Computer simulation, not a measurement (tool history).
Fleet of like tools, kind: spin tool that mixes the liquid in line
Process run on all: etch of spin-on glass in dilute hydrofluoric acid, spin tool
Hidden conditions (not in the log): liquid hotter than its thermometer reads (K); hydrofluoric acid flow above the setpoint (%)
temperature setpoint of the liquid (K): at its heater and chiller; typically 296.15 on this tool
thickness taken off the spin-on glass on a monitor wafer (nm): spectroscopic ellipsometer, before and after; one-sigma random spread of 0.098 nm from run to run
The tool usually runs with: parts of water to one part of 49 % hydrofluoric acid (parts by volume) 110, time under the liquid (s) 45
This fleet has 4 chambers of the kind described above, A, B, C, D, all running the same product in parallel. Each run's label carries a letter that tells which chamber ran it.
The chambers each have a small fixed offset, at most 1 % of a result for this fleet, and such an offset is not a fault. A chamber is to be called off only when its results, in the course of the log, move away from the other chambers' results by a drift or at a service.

run    day  temperature setpoint of the liquid (K)  parts of water to one part of 49 % hydrofluoric acid (parts by volume)  time under the liquid (s)  hours since the thermometer was replaced  hours since the hydrofluoric acid flow meter was replaced  read-back film thickness of the spin-on glass reference wafer, read on the same gauge (nm)  thickness taken off the spin-on glass on a monitor wafer (nm)
 1D  0.158                                  296.15                                                                     110                         45                                       664                                                     1493.8                                                                                      50.029                                                         14.428
 2A  0.492                                  296.15                                                                     110                         45                                     558.3                                                      235.7                                                                                       50.01                                                           14.4
 3B  0.833                                  296.15                                                                     110                         45                                     752.4                                                     1619.6                                                                                      50.002                                                         14.149
 4C  1.133                                  296.15                                                                     110                         45                                     435.3                                                     1896.1                                                                                      50.023                                                          14.36
 5C  1.483                                  296.15                                                                     110                         45                                     443.7                                                     1904.5                                                                                      50.017                                                          14.22
 6D  1.796                                  296.15                                                                     110                         45                                     703.3                                                     1533.1                                                                                      49.984                                                         14.279
     2.133  -- chamber C: hydrofluoric acid flow meter replaced
 7A   2.15                                  296.15                                                                     110                         45                                     598.1                                                      275.5                                                                                       49.99                                                          14.14
 8B  2.483                                  296.15                                                                     110                         45                                       792                                                     1659.2                                                                                      49.987                                                         14.226
 9C  2.771                                  296.15                                                                     110                         45                                     474.6                                                       15.4                                                                                      50.003                                                         14.234
10D  3.092                                  296.15                                                                     110                         45                                     734.4                                                     1564.2                                                                                      50.004                                                         14.212
11A   3.25                                  296.15                                                                     110                         45                                     624.5                                                      301.9                                                                                      50.001                                                         14.144
12B  3.583                                  296.15                                                                     110                         45                                     818.4                                                     1685.6                                                                                      49.985                                                         14.131
13A  3.779                                  296.15                                                                     110                         45                                     637.2                                                      314.6                                                                                      49.988                                                         14.221
14C   4.05                                  296.15                                                                      60                         65                                     505.3                                                       46.1                                                                                      49.999                                                         39.954
15B    4.3                                  296.15                                                                      60                         65                                     835.6                                                     1702.8                                                                                      49.996                                                             40
16D  4.633                                  296.15                                                                      60                         65                                     771.4                                                     1601.2                                                                                      50.009                                                         40.417
17D  4.942                                  296.15                                                                      60                         65                                     778.8                                                     1608.6                                                                                      49.969                                                         40.493
18B  5.154                                  296.15                                                                     110                         45                                     856.1                                                     1723.3                                                                                      49.976                                                          14.07
19C  5.362                                  296.15                                                                     110                         45                                     536.8                                                       77.6                                                                                      49.981                                                         14.353
20A  5.542                                  296.15                                                                     110                         45                                     679.5                                                      356.9                                                                                      49.995                                                          14.23
21B  5.712                                  296.15                                                                     110                         45                                     869.5                                                     1736.7                                                                                      49.992                                                         14.214
22D  5.921                                  296.15                                                                     110                         45                                     802.3                                                     1632.1                                                                                      49.992                                                         14.425
23C  6.112                                  296.15                                                                     110                         45                                     554.8                                                       95.6                                                                                      50.011                                                         14.321
24A  6.342                                  296.15                                                                     110                         45                                     698.7                                                      376.1                                                                                      49.994                                                         14.394
25C  6.521                                  296.15                                                                     110                         45                                     564.6                                                      105.4                                                                                       49.99                                                         14.155
26D  6.883                                  296.15                                                                     110                         45                                     825.4                                                     1655.2                                                                                      49.985                                                         14.534
27B  7.192                                  296.15                                                                     110                         45                                       905                                                     1772.2                                                                                      50.007                                                         13.907
28A  7.483                                  296.15                                                                     110                         45                                     726.1                                                      403.5                                                                                      50.002                                                         14.306
29C  7.658                                  291.65                                                                     110                         30                                     591.9                                                      132.7                                                                                      50.009                                                         7.9592
30D  7.962                                  291.65                                                                     110                         30                                     851.3                                                     1681.1                                                                                      50.009                                                         8.0269
31A    8.3                                  291.65                                                                     110                         30                                     745.7                                                      423.1                                                                                      49.995                                                         7.9098

Decide between three cases: one chamber stands off from its peers, the gauge reading all wafers drifts, or nothing is wrong past each chamber's small offset. Where a chamber is off, say which and what most likely put it there.

The fleet is healthy, with each chamber sitting at its usual small offset and no drift in the gauge.
